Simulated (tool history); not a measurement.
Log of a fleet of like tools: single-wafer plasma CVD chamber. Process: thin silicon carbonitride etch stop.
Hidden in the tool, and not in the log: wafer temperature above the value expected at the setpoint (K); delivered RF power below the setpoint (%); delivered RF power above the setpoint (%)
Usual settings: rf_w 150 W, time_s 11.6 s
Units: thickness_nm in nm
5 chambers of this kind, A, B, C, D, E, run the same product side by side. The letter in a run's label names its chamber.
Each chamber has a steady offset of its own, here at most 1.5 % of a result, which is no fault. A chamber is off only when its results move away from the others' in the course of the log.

| run | day | rf_w | time_s | hours since the last thermocouple change | hours since the last RF generator calibration | read-back reference wafer on the same gauge, thickness_nm | thickness_nm |
|---|---|---|---|---|---|---|---|
| 1D | 0.492 | 150 | 11.6 | 2024.9 | 802.8 | 6.5549 | 6.0873 |
| 2C | 1.004 | 150 | 11.6 | 2349.1 | 1184.3 | 6.5589 | 6.0656 |
| 3B | 1.550 | 150 | 11.6 | 389.0 | 1791.9 | 6.5564 | 6.1381 |
| 4A | 2.042 | 150 | 11.6 | 1294.0 | 1548.4 | 6.5580 | 6.0818 |
| 5E | 2.629 | 150 | 11.6 | 2248.1 | 555.8 | 6.5594 | 6.1081 |
| 6D | 3.121 | 150 | 11.6 | 2088.0 | 865.9 | 6.5595 | 6.1235 |
| 7B | 3.475 | 150 | 11.6 | 435.2 | 1838.1 | 6.5588 | 6.1338 |
|  | 3.692 | chamber D: thermocouple changed; heater temperature recalibrated |
| 8E | 3.825 | 150 | 11.6 | 2276.8 | 584.5 | 6.5529 | 6.0389 |
| 9C | 4.138 | 150 | 11.6 | 2424.3 | 1259.5 | 6.5596 | 6.0869 |
| 10A | 4.608 | 150 | 11.6 | 1355.6 | 1610.0 | 6.5617 | 6.1012 |
| 11D | 4.917 | 150 | 11.6 | 29.5 | 909.0 | 6.5574 | 6.1026 |
| 12B | 5.429 | 150 | 11.6 | 482.1 | 1885.0 | 6.5606 | 6.1281 |
| 13C | 5.696 | 150 | 11.6 | 2461.7 | 1296.9 | 6.5627 | 6.0616 |
| 14A | 6.104 | 150 | 12.6 | 1391.5 | 1645.9 | 6.5567 | 6.6219 |
| 15E | 6.654 | 150 | 12.6 | 2344.7 | 652.4 | 6.5568 | 6.5387 |
| 16A | 6.979 | 150 | 12.6 | 1412.5 | 1666.9 | 6.5579 | 6.6447 |
| 17B | 7.450 | 150 | 12.6 | 530.6 | 1933.5 | 6.5575 | 6.6592 |
|  | 7.654 | chamber E: thermocouple changed; heater temperature recalibrated |
| 18C | 7.971 | 150 | 12.6 | 2516.3 | 1351.5 | 6.5629 | 6.5895 |
| 19D | 8.517 | 150 | 11.6 | 115.9 | 995.4 | 6.5585 | 6.1358 |
| 20E | 8.888 | 150 | 11.6 | 29.6 | 706.0 | 6.5545 | 6.0679 |
| 21A | 9.462 | 150 | 11.6 | 1472.1 | 1726.5 | 6.5604 | 6.0900 |
| 22C | 9.862 | 150 | 11.6 | 2561.7 | 1396.9 | 6.5585 | 6.0562 |
| 23B | 10.392 | 150 | 11.6 | 601.2 | 2004.1 | 6.5591 | 6.1127 |
| 24D | 10.775 | 150 | 11.6 | 170.1 | 1049.6 | 6.5625 | 6.0755 |
| 25E | 11.275 | 150 | 11.6 | 86.9 | 763.3 | 6.5634 | 6.0553 |
| 26D | 11.779 | 150 | 11.6 | 194.2 | 1073.7 | 6.5584 | 6.0976 |
| 27A | 12.175 | 175 | 9.8 | 1537.2 | 1791.6 | 6.5633 | 5.4135 |
|  | 12.271 | chamber B: RF generator calibrated |
| 28C | 12.608 | 175 | 9.8 | 2627.6 | 1462.8 | 6.5610 | 5.3520 |
|  | 12.662 | chamber C: thermocouple changed; heater temperature recalibrated |
| 29E | 12.912 | 175 | 9.8 | 126.2 | 802.6 | 6.5601 | 5.3524 |
| 30B | 13.238 | 175 | 9.8 | 669.5 | 23.3 | 6.5587 | 5.4294 |
| 31C | 13.717 | 175 | 9.8 | 25.4 | 1489.4 | 6.5567 | 5.3768 |
| 32E | 14.100 | 170 | 10.7 | 154.7 | 831.1 | 6.5611 | 5.8073 |
| 33B | 14.646 | 170 | 10.7 | 703.3 | 57.1 | 6.5576 | 5.8619 |
| 34D | 14.971 | 170 | 10.7 | 270.8 | 1150.3 | 6.5604 | 5.8742 |
| 35A | 15.462 | 170 | 10.7 | 1616.1 | 1870.5 | 6.5592 | 5.8451 |

Is one chamber off against the others, does the gauge drift, or is nothing wrong? If a chamber is off, say which, and what the likeliest cause is.

No chamber stands off beyond its own small offset, and the gauge holds steady.

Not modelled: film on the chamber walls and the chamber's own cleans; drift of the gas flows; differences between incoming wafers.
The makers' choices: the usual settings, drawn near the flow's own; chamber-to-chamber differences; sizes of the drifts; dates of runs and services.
